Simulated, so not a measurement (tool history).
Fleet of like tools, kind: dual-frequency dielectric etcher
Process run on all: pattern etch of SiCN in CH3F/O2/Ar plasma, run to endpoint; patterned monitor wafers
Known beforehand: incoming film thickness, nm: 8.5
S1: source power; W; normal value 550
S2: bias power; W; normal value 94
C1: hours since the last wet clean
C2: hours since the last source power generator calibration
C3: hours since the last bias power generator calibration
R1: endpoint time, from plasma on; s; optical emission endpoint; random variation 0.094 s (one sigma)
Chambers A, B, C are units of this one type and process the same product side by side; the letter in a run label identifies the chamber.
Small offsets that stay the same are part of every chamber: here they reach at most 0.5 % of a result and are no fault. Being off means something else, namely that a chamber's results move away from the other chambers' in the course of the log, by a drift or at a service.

{"run": "1B", "hour": 4.8, "S1": 550, "S2": 94, "C1": 465.2, "C2": 940, "C3": 2833.5, "R1": 18.364}
{"run": "2C", "hour": 10.1, "S1": 550, "S2": 94, "C1": 33.5, "C2": 2469.8, "C3": 162.3, "R1": 18.258}
{"run": "3A", "hour": 17.5, "S1": 550, "S2": 94, "C1": 454.3, "C2": 2760.6, "C3": 1883.6, "R1": 18.284}
{"run": "4B", "hour": 21.6, "S1": 550, "S2": 94, "C1": 482, "C2": 956.8, "C3": 2850.3, "R1": 18.37}
{"run": "5A", "hour": 26.9, "S1": 550, "S2": 94, "C1": 463.7, "C2": 2770, "C3": 1893, "R1": 18.343}
{"run": "6C", "hour": 33.5, "S1": 550, "S2": 94, "C1": 56.9, "C2": 2493.2, "C3": 185.7, "R1": 18.32}
{"run": "7C", "hour": 40.1, "S1": 550, "S2": 94, "C1": 63.5, "C2": 2499.8, "C3": 192.3, "R1": 18.19}
{"run": "8B", "hour": 46.1, "S1": 550, "S2": 94, "C1": 506.5, "C2": 981.3, "C3": 2874.8, "R1": 18.212}
{"hour": 48.2, "done": "chamber B: wet clean of the chamber"}
{"hour": 50.5, "done": "chamber A: wet clean of the chamber"}
{"run": "9A", "hour": 51.4, "S1": 550, "S2": 94, "C1": 1, "C2": 2794.5, "C3": 1917.5, "R1": 19.166}
{"run": "10C", "hour": 57.6, "S1": 550, "S2": 94, "C1": 81, "C2": 2517.3, "C3": 209.8, "R1": 18.227}
{"run": "11A", "hour": 63.2, "S1": 550, "S2": 94, "C1": 12.8, "C2": 2806.3, "C3": 1929.3, "R1": 19.23}
{"run": "12B", "hour": 70.0, "S1": 550, "S2": 94, "C1": 21.9, "C2": 1005.2, "C3": 2898.7, "R1": 18.105}
{"run": "13C", "hour": 74.7, "S1": 550, "S2": 94, "C1": 98.1, "C2": 2534.4, "C3": 226.9, "R1": 18.363}
{"run": "14B", "hour": 80.4, "S1": 660, "S2": 87, "C1": 32.3, "C2": 1015.6, "C3": 2909.1, "R1": 17.527}
{"run": "15A", "hour": 87.2, "S1": 660, "S2": 87, "C1": 36.8, "C2": 2830.3, "C3": 1953.3, "R1": 18.285}
{"run": "16B", "hour": 91.4, "S1": 660, "S2": 87, "C1": 43.3, "C2": 1026.6, "C3": 2920.1, "R1": 17.309}
{"run": "17A", "hour": 98.4, "S1": 550, "S2": 94, "C1": 48, "C2": 2841.5, "C3": 1964.5, "R1": 19.288}
{"run": "18C", "hour": 101.7, "S1": 550, "S2": 94, "C1": 125.1, "C2": 2561.4, "C3": 253.9, "R1": 18.266}
{"run": "19A", "hour": 106.8, "S1": 550, "S2": 94, "C1": 56.4, "C2": 2849.9, "C3": 1972.9, "R1": 19.25}
{"run": "20C", "hour": 111.1, "S1": 550, "S2": 94, "C1": 134.5, "C2": 2570.8, "C3": 263.3, "R1": 18.16}
{"run": "21B", "hour": 114.9, "S1": 550, "S2": 94, "C1": 66.8, "C2": 1050.1, "C3": 2943.6, "R1": 18.243}
{"run": "22A", "hour": 120.0, "S1": 550, "S2": 94, "C1": 69.6, "C2": 2863.1, "C3": 1986.1, "R1": 19.244}
{"run": "23B", "hour": 123.5, "S1": 550, "S2": 94, "C1": 75.4, "C2": 1058.7, "C3": 2952.2, "R1": 18.228}
{"run": "24C", "hour": 127.8, "S1": 550, "S2": 94, "C1": 151.2, "C2": 2587.5, "C3": 280, "R1": 18.229}
{"run": "25B", "hour": 133.9, "S1": 550, "S2": 94, "C1": 85.8, "C2": 1069.1, "C3": 2962.6, "R1": 18.509}
{"run": "26A", "hour": 141.1, "S1": 640, "S2": 81, "C1": 90.7, "C2": 2884.2, "C3": 2007.2, "R1": 19.054}
{"run": "27C", "hour": 146.4, "S1": 640, "S2": 81, "C1": 169.8, "C2": 2606.1, "C3": 298.6, "R1": 18.312}

All chambers now run identical settings, listed one chamber a line with results as question marks. What results will each chamber show?
{"run": "28A", "hour": 151.8, "S1": 550, "S2": 94, "R1": "?"}
{"run": "28B", "hour": 151.8, "S1": 550, "S2": 94, "R1": "?"}
{"run": "28C", "hour": 151.8, "S1": 550, "S2": 94, "R1": "?"}

run=28A R1=19.092
run=28B R1=18.508
run=28C R1=18.431

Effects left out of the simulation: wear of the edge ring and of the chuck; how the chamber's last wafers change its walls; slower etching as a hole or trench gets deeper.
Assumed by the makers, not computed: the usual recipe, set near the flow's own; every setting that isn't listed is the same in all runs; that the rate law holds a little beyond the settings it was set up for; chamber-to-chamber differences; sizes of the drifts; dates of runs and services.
